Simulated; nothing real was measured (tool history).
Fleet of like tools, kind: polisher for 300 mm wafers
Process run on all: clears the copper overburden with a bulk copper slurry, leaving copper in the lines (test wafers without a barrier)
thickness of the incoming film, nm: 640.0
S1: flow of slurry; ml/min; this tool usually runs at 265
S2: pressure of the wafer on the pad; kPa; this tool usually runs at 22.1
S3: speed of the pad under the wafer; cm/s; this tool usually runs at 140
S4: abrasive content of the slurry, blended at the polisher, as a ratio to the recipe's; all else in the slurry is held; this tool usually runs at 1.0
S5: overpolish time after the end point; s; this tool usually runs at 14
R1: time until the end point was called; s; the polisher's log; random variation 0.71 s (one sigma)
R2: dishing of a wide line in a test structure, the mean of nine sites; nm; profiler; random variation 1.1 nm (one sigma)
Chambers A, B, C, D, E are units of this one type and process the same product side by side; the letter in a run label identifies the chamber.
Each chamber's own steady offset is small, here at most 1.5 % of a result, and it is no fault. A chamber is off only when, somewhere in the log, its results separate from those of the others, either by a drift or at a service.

run	hour	S1	S2	S3	S4	S5	R1	R2
# hour 1.1: chamber D: slurry nozzle cleaned
1A	2.3	265	22.1	140	1.0	14	52.918	71.137
2D	7.1	265	22.1	140	1.0	14	52.205	71.520
3E	9.7	265	22.1	140	1.0	14	52.038	71.355
# hour 12.6: chamber B: worn pad replaced by a new one
4B	14.4	265	22.1	140	1.0	14	53.577	72.070
5C	18.1	265	22.1	140	1.0	14	51.615	72.078
6E	20.3	265	22.1	140	1.0	14	52.491	73.741
# hour 23.4: chamber E: worn pad replaced by a new one
7D	24.9	265	22.1	140	1.0	14	52.069	70.387
8C	28.6	265	22.1	140	1.0	14	53.314	71.715
9A	33.0	265	22.1	140	1.0	14	53.299	71.314
10B	35.4	265	22.1	140	1.0	14	53.203	71.511
# hour 37.4: chamber A: slurry blender recalibrated
11C	39.5	265	24.8	140	1.0	14	47.759	74.810
12E	44.2	265	24.8	140	1.0	14	46.884	78.273
13D	47.7	265	24.8	140	1.0	14	45.897	75.644
14B	50.2	265	24.8	140	1.0	14	46.828	75.296
15A	53.4	265	24.8	140	1.0	14	46.778	76.701
16A	56.3	265	22.1	140	1.0	14	53.582	71.834
17B	59.1	265	22.1	140	1.0	14	52.963	70.289
# hour 62.9: chamber A: worn pad replaced by a new one
# hour 63.8: chamber D: worn pad replaced by a new one
18E	63.8	265	22.1	140	1.0	14	52.727	70.981
19D	68.0	265	22.1	140	1.0	14	51.391	72.539
20C	71.0	265	22.1	140	1.0	14	55.178	71.767
# hour 72.7: chamber E: slurry blender recalibrated
# hour 72.8: chamber B: slurry blender recalibrated
21E	73.4	265	22.1	140	1.0	14	53.622	72.668
22B	77.2	265	22.1	140	1.0	14	51.558	72.019
23C	81.9	265	22.1	140	1.0	14	57.909	69.675
# hour 83.2: chamber E: slurry nozzle cleaned
24D	85.4	265	22.1	140	1.0	14	52.175	70.623
25A	88.1	265	22.1	140	1.0	14	52.823	71.852
26E	92.1	265	22.1	116	1.2	14	61.181	66.684
27D	95.1	265	22.1	116	1.2	14	61.641	64.726
28A	97.3	265	22.1	116	1.2	14	61.891	67.093
29C	101.9	265	22.1	116	1.2	14	67.184	66.116
30B	106.1	265	22.1	116	1.2	14	60.378	67.172
31D	110.0	220	22.1	140	1.0	14	54.756	71.932
32A	114.3	220	22.1	140	1.0	14	53.325	71.763
33E	117.8	220	22.1	140	1.0	14	53.149	70.536
34B	121.5	220	22.1	140	1.0	14	54.013	71.086

Is one chamber off against the others, does the gauge drift, or is nothing wrong? If a chamber is off, say which, and what the likeliest cause is.

One chamber, C, drifts off from the rest bit by bit.
What lies behind it: removal rate lost through wear of the pad, % = 11.9.
Not necessarily distinguishable in this log from: head's pressure below its setpoint, %.

Which of the 4 candidates below, each the usual settings with something changed and its results left as question marks, puts chamber C back in line with what the other chambers give on the usual settings?
A result is in line if it is within this distance of the other chambers' mean on the usual settings: R1 2.500 s; R2 3.800 nm
35C-1	124.9	265	23.4	150	1.0	14	?	?
35C-2	124.9	260	20.0	124	1.0	15	?	?
35C-3	124.9	265	20.7	132	1.0	15	?	?
35C-4	124.9	270	24.8	156	1.0	13	?	?

On the usual settings, the other chambers give on average: R1 52.471 s; R2 71.789 nm
run	R1	R2
35C-1	52.779	72.499
35C-2	75.329	61.669
35C-3	68.169	65.250
35C-4	47.786	73.868
Change 35C-1 lands the chamber within the allowed miss of the other chambers.
